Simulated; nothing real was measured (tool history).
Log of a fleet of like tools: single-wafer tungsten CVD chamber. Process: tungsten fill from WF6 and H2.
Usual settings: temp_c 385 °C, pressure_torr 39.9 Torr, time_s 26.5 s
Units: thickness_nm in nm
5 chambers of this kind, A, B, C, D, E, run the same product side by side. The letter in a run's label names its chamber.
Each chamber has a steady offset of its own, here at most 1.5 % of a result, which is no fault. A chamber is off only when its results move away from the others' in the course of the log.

run,day,temp_c,pressure_torr,time_s,"read-back reference wafer on the same gauge, thickness_nm",thickness_nm
1D,0.221,385,39.9,26.5,60.867,66.962
2A,0.479,385,39.9,26.5,60.699,66.03
3E,0.762,385,39.9,26.5,60.751,66.94
4B,0.946,385,39.9,26.5,60.835,66.661
5C,1.088,385,39.9,26.5,60.704,66.713
6E,1.221,385,39.9,26.5,60.834,66.944
7D,1.346,385,39.9,26.5,60.794,67.235
8C,1.621,385,39.9,26.5,60.878,67.161
9A,1.75,385,39.9,26.5,60.843,66.135
10B,1.954,392,39.9,28.9,60.749,83.177
11A,2.088,392,39.9,28.9,60.833,81.98
12C,2.292,392,39.9,28.9,60.799,84.661
13D,2.446,392,39.9,28.9,60.799,83.265
14B,2.654,392,39.9,28.9,60.883,83.258
15E,2.933,385,39.9,26.5,60.803,66.893
16C,3.071,385,39.9,26.5,60.77,66.183
17B,3.196,385,39.9,26.5,60.76,66.935
18D,3.371,385,39.9,26.5,60.819,66.712
19A,3.571,385,39.9,26.5,60.72,65.762
20E,3.704,385,39.9,30.3,60.782,76.421
21C,3.933,385,39.9,30.3,60.829,76.236
22B,4.117,385,39.9,30.3,60.794,77.06
23D,4.288,385,39.9,30.3,60.798,76.566
24A,4.475,385,39.9,30.3,60.735,75.624
25E,4.692,385,31.1,24.2,60.807,54.33
26C,4.975,385,31.1,24.2,60.82,54.353
27D,5.154,385,31.1,24.2,60.803,54.467
28E,5.325,385,31.1,24.2,60.776,54.07
29A,5.508,385,31.1,24.2,60.84,52.704
30B,5.679,385,39.9,26.5,60.721,69.202
31E,5.929,385,39.9,26.5,60.764,66.968
32B,6.088,385,39.9,26.5,60.824,69.5
# day 6.096: chamber D: thermocouple changed; heater temperature recalibrated
33A,6.25,385,39.9,26.5,60.852,66.48
34C,6.375,385,39.9,26.5,60.824,67.144
35D,6.621,385,39.9,26.5,60.802,66.841
36C,6.8,385,39.9,26.5,60.786,66.245

Next, every chamber runs the same settings. What will each give?
37A,7.004,385,39.9,26.5,,?
37B,7.004,385,39.9,26.5,,?
37C,7.004,385,39.9,26.5,,?
37D,7.004,385,39.9,26.5,,?
37E,7.004,385,39.9,26.5,,?

run,thickness_nm
37A,65.054
37B,71.041
37C,66.38
37D,66.574
37E,67.212
